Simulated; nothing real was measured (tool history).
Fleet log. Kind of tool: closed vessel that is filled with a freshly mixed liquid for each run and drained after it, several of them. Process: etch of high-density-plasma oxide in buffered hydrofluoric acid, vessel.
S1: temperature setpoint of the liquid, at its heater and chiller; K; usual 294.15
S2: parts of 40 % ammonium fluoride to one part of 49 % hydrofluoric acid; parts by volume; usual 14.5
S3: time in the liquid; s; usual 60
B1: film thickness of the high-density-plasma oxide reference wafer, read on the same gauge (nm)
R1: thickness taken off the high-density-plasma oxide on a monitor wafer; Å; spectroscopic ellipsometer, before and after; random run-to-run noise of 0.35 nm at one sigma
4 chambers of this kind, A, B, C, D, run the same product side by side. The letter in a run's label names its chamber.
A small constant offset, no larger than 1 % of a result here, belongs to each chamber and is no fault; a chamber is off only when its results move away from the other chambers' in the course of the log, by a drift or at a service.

run 1B hour=12.8 | S1=294.15 S2=14.5 S3=60 | B1=79.965 | R1=628.99
-- hour=21.7 chamber B: hydrofluoric acid flow meter replaced
run 2D hour=28.2 | S1=294.15 S2=14.5 S3=60 | B1=79.982 | R1=625.33
run 3C hour=38.5 | S1=294.15 S2=14.5 S3=60 | B1=80.003 | R1=630.73
run 4A hour=50.8 | S1=294.15 S2=14.5 S3=60 | B1=80.040 | R1=630.18
run 5C hour=61.8 | S1=294.15 S2=14.5 S3=60 | B1=80.006 | R1=632.70
run 6D hour=71.2 | S1=294.15 S2=14.5 S3=60 | B1=80.025 | R1=626.98
run 7B hour=85.1 | S1=294.15 S2=14.5 S3=60 | B1=79.981 | R1=631.09
run 8A hour=92.4 | S1=294.15 S2=14.5 S3=60 | B1=80.035 | R1=623.84
run 9D hour=101.9 | S1=294.15 S2=14.5 S3=60 | B1=80.014 | R1=623.92
run 10B hour=116.5 | S1=294.15 S2=18.5 S3=60 | B1=80.015 | R1=497.18
run 11C hour=131.3 | S1=294.15 S2=18.5 S3=60 | B1=80.002 | R1=495.54
run 12A hour=142.6 | S1=294.15 S2=18.5 S3=60 | B1=80.007 | R1=496.88
run 13C hour=155.9 | S1=294.15 S2=18.5 S3=60 | B1=80.043 | R1=489.63
run 14D hour=168.8 | S1=294.15 S2=14.5 S3=60 | B1=79.982 | R1=626.79
-- hour=170.6 chamber D: thermometer replaced
run 15A hour=177.0 | S1=294.15 S2=14.5 S3=60 | B1=79.986 | R1=631.64
run 16B hour=191.7 | S1=294.15 S2=17.5 S3=60 | B1=79.994 | R1=525.08
run 17C hour=199.1 | S1=294.15 S2=17.5 S3=60 | B1=80.036 | R1=521.12
run 18B hour=214.0 | S1=294.15 S2=17.5 S3=60 | B1=80.015 | R1=529.37
run 19D hour=222.9 | S1=294.15 S2=17.5 S3=60 | B1=79.992 | R1=522.76
run 20A hour=232.7 | S1=294.15 S2=14.5 S3=60 | B1=79.999 | R1=629.58
run 21B hour=245.3 | S1=294.15 S2=14.5 S3=60 | B1=79.974 | R1=630.38
run 22C hour=257.8 | S1=294.15 S2=10.5 S3=60 | B1=79.971 | R1=872.95
run 23D hour=265.8 | S1=294.15 S2=10.5 S3=60 | B1=79.998 | R1=865.28
run 24A hour=279.0 | S1=294.15 S2=10.5 S3=60 | B1=80.023 | R1=865.78
run 25B hour=286.1 | S1=294.15 S2=10.5 S3=60 | B1=80.036 | R1=859.44
run 26D hour=297.9 | S1=294.15 S2=14.5 S3=60 | B1=80.001 | R1=626.92
run 27A hour=308.1 | S1=294.15 S2=14.5 S3=60 | B1=80.007 | R1=628.60
run 28C hour=320.9 | S1=294.15 S2=18.5 S3=45 | B1=79.969 | R1=371.08
run 29C hour=332.9 | S1=294.15 S2=18.5 S3=45 | B1=80.006 | R1=374.60
run 30D hour=345.3 | S1=294.15 S2=18.5 S3=45 | B1=79.988 | R1=374.91
run 31B hour=353.3 | S1=294.15 S2=18.5 S3=45 | B1=79.999 | R1=374.39
run 32A hour=368.2 | S1=294.15 S2=14.5 S3=60 | B1=79.979 | R1=629.08

Has any chamber moved away from the others, gradually or after a service, or does the common gauge drift, or do the chambers differ only by their own small steady offsets? State the chamber and the most likely cause if one applies.

No chamber is off and the gauge is stable; the differences are just each chamber's small, constant offset.
